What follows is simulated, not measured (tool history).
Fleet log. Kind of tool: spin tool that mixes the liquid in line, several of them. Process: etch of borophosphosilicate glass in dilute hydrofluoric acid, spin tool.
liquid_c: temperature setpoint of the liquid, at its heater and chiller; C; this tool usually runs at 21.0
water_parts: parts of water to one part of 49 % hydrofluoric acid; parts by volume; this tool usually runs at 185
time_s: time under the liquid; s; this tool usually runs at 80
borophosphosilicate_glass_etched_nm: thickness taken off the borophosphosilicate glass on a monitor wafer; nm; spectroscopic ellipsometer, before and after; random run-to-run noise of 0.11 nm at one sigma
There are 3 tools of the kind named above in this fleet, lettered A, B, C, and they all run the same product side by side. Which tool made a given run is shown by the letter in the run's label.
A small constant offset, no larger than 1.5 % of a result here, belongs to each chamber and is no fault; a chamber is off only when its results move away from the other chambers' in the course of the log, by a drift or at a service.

run,hour,liquid_c,water_parts,time_s,"read-back film thickness of the borophosphosilicate glass reference wafer, read on the same gauge (nm)",borophosphosilicate_glass_etched_nm
1C,9.2,21.0,185,80,100.020,16.7430
# hour 10.1: chamber A: thermometer replaced
2B,15.2,21.0,185,80,100.020,16.5630
3A,22.4,21.0,185,80,99.974,16.7780
4A,33.0,21.0,185,80,100.020,16.7900
5B,41.0,21.0,185,80,100.010,16.5580
6C,48.4,21.0,185,80,99.981,16.8960
7B,59.3,21.0,185,80,99.958,16.5580
8A,70.7,19.5,185,80,100.000,15.7960
9C,81.8,19.5,185,80,99.981,15.8020
# hour 87.1: chamber B: thermometer replaced
10A,93.7,19.5,185,80,100.020,16.0790
11B,102.8,21.0,185,80,100.010,16.4580
12C,114.0,21.0,185,80,100.010,16.7090
13C,120.7,18.0,185,35,100.000,6.5671
14B,131.1,18.0,185,35,100.010,6.4599
15A,136.7,18.0,185,35,99.972,6.6432
16A,143.4,21.0,185,80,100.010,16.7970
17C,154.8,21.0,185,40,100.010,8.4212
18B,162.8,21.0,185,40,100.020,8.2643
# hour 163.6: chamber C: thermometer replaced
19C,171.1,21.0,185,40,100.020,8.3789
20B,180.6,21.0,185,80,99.987,16.4830
21A,186.5,21.0,105,60,99.983,24.6630
22B,195.1,21.0,105,60,99.985,23.8960
23C,203.6,21.0,105,60,99.990,24.6200
24A,212.4,21.0,185,80,100.010,17.0070
25B,220.1,17.0,185,80,99.985,14.1860
26A,229.5,17.0,185,80,99.984,14.4340
27C,238.4,17.0,185,80,100.000,14.5500
28C,247.6,21.0,255,80,99.995,11.7060
29A,255.4,21.0,255,80,99.986,11.5130
30B,266.6,21.0,255,80,99.980,11.1710
31C,273.0,23.5,125,80,99.996,30.7980
32B,279.0,23.5,125,80,100.000,28.8620
33A,287.4,23.5,125,80,99.995,29.3710
34B,296.4,21.0,185,80,99.990,16.5890
35C,308.4,21.0,185,80,100.000,17.6890
36A,315.1,21.0,185,80,100.010,16.9980
37A,324.6,21.0,120,80,100.020,28.1310
38C,330.6,21.0,120,80,100.010,29.2950
39B,337.0,21.0,120,80,100.010,27.2380
40B,348.0,21.0,185,80,100.000,16.7760
41C,355.0,21.0,185,80,100.030,18.2890
42A,364.4,21.0,185,80,99.990,17.0520
43C,372.5,17.5,185,80,100.010,15.9390
44A,378.1,17.5,185,80,99.979,14.7600

Decide between three cases: one chamber stands off from its peers, the gauge reading all wafers drifts, or nothing is wrong past each chamber's small offset. Where a chamber is off, say which and what most likely put it there.

Little by little, chamber C moves away from the other chambers.
Cause: hydrofluoric acid flow above the setpoint (%) = 7.5.

Here are 4 candidates for chamber C's next run, each the usual settings with a change, their results left as question marks. Which one brings its results back in line with what the others give on the usual settings?
In-line tolerance around the mean of the other chambers on the usual settings: borophosphosilicate_glass_etched_nm 0.3800 nm
45C-1,387.0,19.0,185,80,,?
45C-2,387.0,21.0,180,80,,?
45C-3,387.0,23.0,185,80,,?
45C-4,387.0,21.0,190,80,,?

Other chambers, usual settings, mean: borophosphosilicate_glass_etched_nm 16.7510 nm
run,borophosphosilicate_glass_etched_nm
45C-1,16.7940
45C-2,18.7910
45C-3,19.6630
45C-4,17.6170
45C-1 is the one that brings the chamber's results back in line with the other chambers.

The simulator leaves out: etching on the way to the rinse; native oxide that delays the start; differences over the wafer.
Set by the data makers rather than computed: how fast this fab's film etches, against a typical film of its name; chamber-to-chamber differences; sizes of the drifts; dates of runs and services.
